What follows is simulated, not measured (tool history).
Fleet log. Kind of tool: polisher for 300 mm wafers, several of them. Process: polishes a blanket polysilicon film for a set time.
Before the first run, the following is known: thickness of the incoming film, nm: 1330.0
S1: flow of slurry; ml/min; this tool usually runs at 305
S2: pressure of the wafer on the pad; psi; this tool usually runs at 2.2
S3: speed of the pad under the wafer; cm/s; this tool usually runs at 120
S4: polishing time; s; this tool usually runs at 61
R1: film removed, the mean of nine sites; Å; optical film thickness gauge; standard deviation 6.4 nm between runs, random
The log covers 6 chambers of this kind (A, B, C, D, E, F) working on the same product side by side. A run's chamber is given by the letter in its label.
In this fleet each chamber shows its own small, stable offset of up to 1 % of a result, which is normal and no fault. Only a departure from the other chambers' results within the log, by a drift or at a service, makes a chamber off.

run	day	S1	S2	S3	S4	R1
# day 0.096: chamber F: head pressure recalibrated
1E	0.242	305	2.2	120	61	5127.6
2D	0.458	305	2.2	120	61	4997.1
# day 0.642: chamber B: worn pad replaced by a new one
3C	0.821	305	2.2	120	61	4967.9
4B	1.129	305	2.2	120	61	5082.1
5A	1.467	305	2.2	120	61	5019.5
# day 1.500: chamber C: worn pad replaced by a new one
6F	1.738	305	2.2	120	61	5031.1
7A	1.950	305	2.2	120	61	5077.3
8E	2.300	305	2.2	120	61	4926.7
9C	2.604	305	2.2	120	61	5045.4
10D	2.762	305	2.2	120	61	5021.1
11B	3.108	305	2.2	120	61	4939.6
12F	3.271	305	2.2	120	61	5088.4
13E	3.617	305	2.2	120	61	5039.9
# day 3.846: chamber D: worn pad replaced by a new one
# day 3.867: chamber C: slurry nozzle cleaned
# day 3.938: chamber A: worn pad replaced by a new one
14B	3.942	340	2.2	96	61	4027.7
15F	4.142	340	2.2	96	61	4100.6
# day 4.233: chamber F: worn pad replaced by a new one
16D	4.317	340	2.2	96	61	3959.0
17C	4.533	340	2.2	96	61	4014.0
# day 4.658: chamber C: worn pad replaced by a new one
18A	4.883	340	2.2	96	61	3969.2
# day 5.088: chamber D: head pressure recalibrated
19D	5.121	340	2.2	96	61	3555.8
20B	5.358	305	2.2	120	61	5021.8
21E	5.542	305	2.2	120	61	4942.0
# day 5.767: chamber E: worn pad replaced by a new one
22F	5.879	305	2.2	120	61	4993.1
23A	6.246	305	2.2	120	61	4961.3
# day 6.292: chamber B: worn pad replaced by a new one
# day 6.588: chamber B: head pressure recalibrated
24C	6.596	305	2.2	120	61	5089.8
25C	6.867	305	2.2	120	61	5091.8
26B	7.088	305	2.2	120	61	5016.4
27D	7.329	305	2.2	120	61	4378.1
28E	7.671	305	2.2	120	61	5077.7
29F	7.904	305	2.2	120	61	5058.4
30A	8.196	305	2.2	120	61	4962.2
# day 8.271: chamber C: worn pad replaced by a new one
31A	8.562	305	2.2	120	61	5000.8
32C	8.750	305	2.2	120	61	5027.8
# day 8.821: chamber F: worn pad replaced by a new one
33D	9.054	305	2.2	120	61	4451.5
34E	9.417	305	1.9	120	61	4341.2
35B	9.700	305	1.9	120	61	4299.9
36F	9.867	305	1.9	120	61	4469.7
37D	10.062	305	1.9	120	61	3737.1
38B	10.292	305	1.9	120	61	4310.7
# day 10.375: chamber A: worn pad replaced by a new one
39F	10.575	305	1.9	120	61	4391.0
40C	10.812	305	2.2	120	61	5009.1
41A	11.112	305	2.2	120	61	5046.5
42E	11.404	305	2.2	120	61	4949.7

All chambers now run identical settings, listed one chamber a line with results as question marks. What results will each chamber show?
43A	11.667	305	2.2	120	61	?
43B	11.667	305	2.2	120	61	?
43C	11.667	305	2.2	120	61	?
43D	11.667	305	2.2	120	61	?
43E	11.667	305	2.2	120	61	?
43F	11.667	305	2.2	120	61	?

run	R1
43A	4913.3
43B	4951.5
43C	5164.1
43D	4425.6
43E	4994.8
43F	5078.9

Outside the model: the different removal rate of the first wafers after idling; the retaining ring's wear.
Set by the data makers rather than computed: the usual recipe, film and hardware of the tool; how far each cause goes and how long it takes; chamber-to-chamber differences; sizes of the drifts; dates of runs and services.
